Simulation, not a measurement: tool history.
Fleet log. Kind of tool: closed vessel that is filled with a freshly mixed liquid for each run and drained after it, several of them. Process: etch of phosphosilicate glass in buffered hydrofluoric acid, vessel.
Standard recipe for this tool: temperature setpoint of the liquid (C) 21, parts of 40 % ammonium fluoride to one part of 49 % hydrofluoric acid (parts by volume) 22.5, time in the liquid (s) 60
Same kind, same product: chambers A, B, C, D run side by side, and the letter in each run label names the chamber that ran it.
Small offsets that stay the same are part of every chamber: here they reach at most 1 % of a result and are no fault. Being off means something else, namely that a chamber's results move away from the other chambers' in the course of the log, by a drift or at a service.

run	hour	temperature setpoint of the liquid (C)	parts of 40 % ammonium fluoride to one part of 49 % hydrofluoric acid (parts by volume)	time in the liquid (s)	hours since the thermometer was replaced	hours since the hydrofluoric acid flow meter was replaced	read-back film thickness of the phosphosilicate glass reference wafer, read on the same gauge (nm)	thickness taken off the phosphosilicate glass on a monitor wafer (nm)
1C	6.1	21	22.5	60	904.9	558.6	110	104.49
2B	12.1	21	22.5	60	621.3	20.5	109.99	102.4
3A	18.9	21	22.5	60	490.2	478.7	110.01	102.99
4D	27.3	21	22.5	60	273.1	827.9	109.98	104.81
# hour 30.1: chamber D: hydrofluoric acid flow meter replaced
5C	38.5	21	22.5	60	937.3	591	110	106.65
6A	48.8	21	22.5	60	520.1	508.6	110.02	104.26
7D	53.8	21	22.5	60	299.6	23.8	110.01	106.28
8B	59.3	21	15	30	668.5	67.7	110	76.36
9D	66.3	21	15	30	312.1	36.3	110	75.29
10A	76.9	21	15	30	548.2	536.7	110	74.328
11C	83.1	21	15	30	981.9	635.6	109.98	75.816
12B	91.6	21	22.5	60	700.8	100	110.02	104.45
13C	101.2	21	22.5	60	1000	653.7	110.04	105.21
14B	111.4	25.5	22.5	60	720.6	119.8	110	136
15D	119	25.5	22.5	60	364.8	89	109.99	133.02
16A	128	25.5	22.5	60	599.3	587.8	109.99	132.8
17C	138.4	25.5	22.5	60	1037.2	690.9	110	133.01
18B	145.2	21	22.5	60	754.4	153.6	110	107.96
19A	154.2	21	22.5	60	625.5	614	110.02	103.41
20D	165.7	21	22.5	60	411.5	135.7	110.03	103.79
21D	177.1	21	22.5	60	422.9	147.1	109.98	104.99
22A	185.4	21	22.5	30	656.7	645.2	110.02	50.907
23B	193.9	21	22.5	30	803.1	202.3	110	54.035
24C	200.1	21	22.5	30	1098.9	752.6	110	51.399
25D	211.6	21	22.5	30	457.4	181.6	110.02	53.529
26A	217.2	21	30	70	688.5	677	110.01	99.563
27B	222.9	21	30	70	832.1	231.3	110.01	103.78
28C	230.2	21	30	70	1129	782.7	110.01	101.5
29C	236.9	21	30	70	1135.7	789.4	110.01	99.184
30A	243.2	21	22.5	60	714.5	703	109.97	104.51
31D	253.9	21	22.5	60	499.7	223.9	109.99	105.66
32B	260.8	21	22.5	60	870	269.2	110.02	109.2
33C	268.8	21	22.5	60	1167.6	821.3	109.99	105.9
34B	274.2	21	22.5	60	883.4	282.6	110	108.66
# hour 283.3: chamber A: hydrofluoric acid flow meter replaced
35A	283.5	21	22.5	60	754.8	0.3	110	103.3
36D	293.3	21	22.5	60	539.1	263.3	109.99	105.27
37B	302.2	21	22.5	60	911.4	310.6	110.02	110.35

What goes on in this fleet: one chamber off, a drifting gauge, or nothing beyond the chambers' own small offsets? Name the chamber and the cause, if any.

It is chamber B that slowly wanders off from its peers.
Most likely cause: liquid hotter than its thermometer reads (K) = 1.17.
From this log alone, it may not be told apart from: hydrofluoric acid flow above the setpoint (%).

Chamber B could run next with any of the 4 candidate recipes listed below; each alters the usual settings, and their results appear as question marks. Which one brings its results back in line with what the other chambers deliver on the usual settings?
Allowed miss from the other chambers' usual-settings mean, per result, to count as in line: thickness taken off the phosphosilicate glass on a monitor wafer (nm) 3.3
38B-1	310.5	20.5	22.5	55				?
38B-2	310.5	21.5	22.5	65				?
38B-3	310.5	22	22.5	60				?
38B-4	310.5	21	24	60				?

The mean the other chambers reach with the usual settings: thickness taken off the phosphosilicate glass on a monitor wafer (nm) 104.79
run	thickness taken off the phosphosilicate glass on a monitor wafer (nm)
38B-1	98.856
38B-2	123.49
38B-3	117.12
38B-4	105.98
It is 38B-4 that realigns the chamber with its peers.
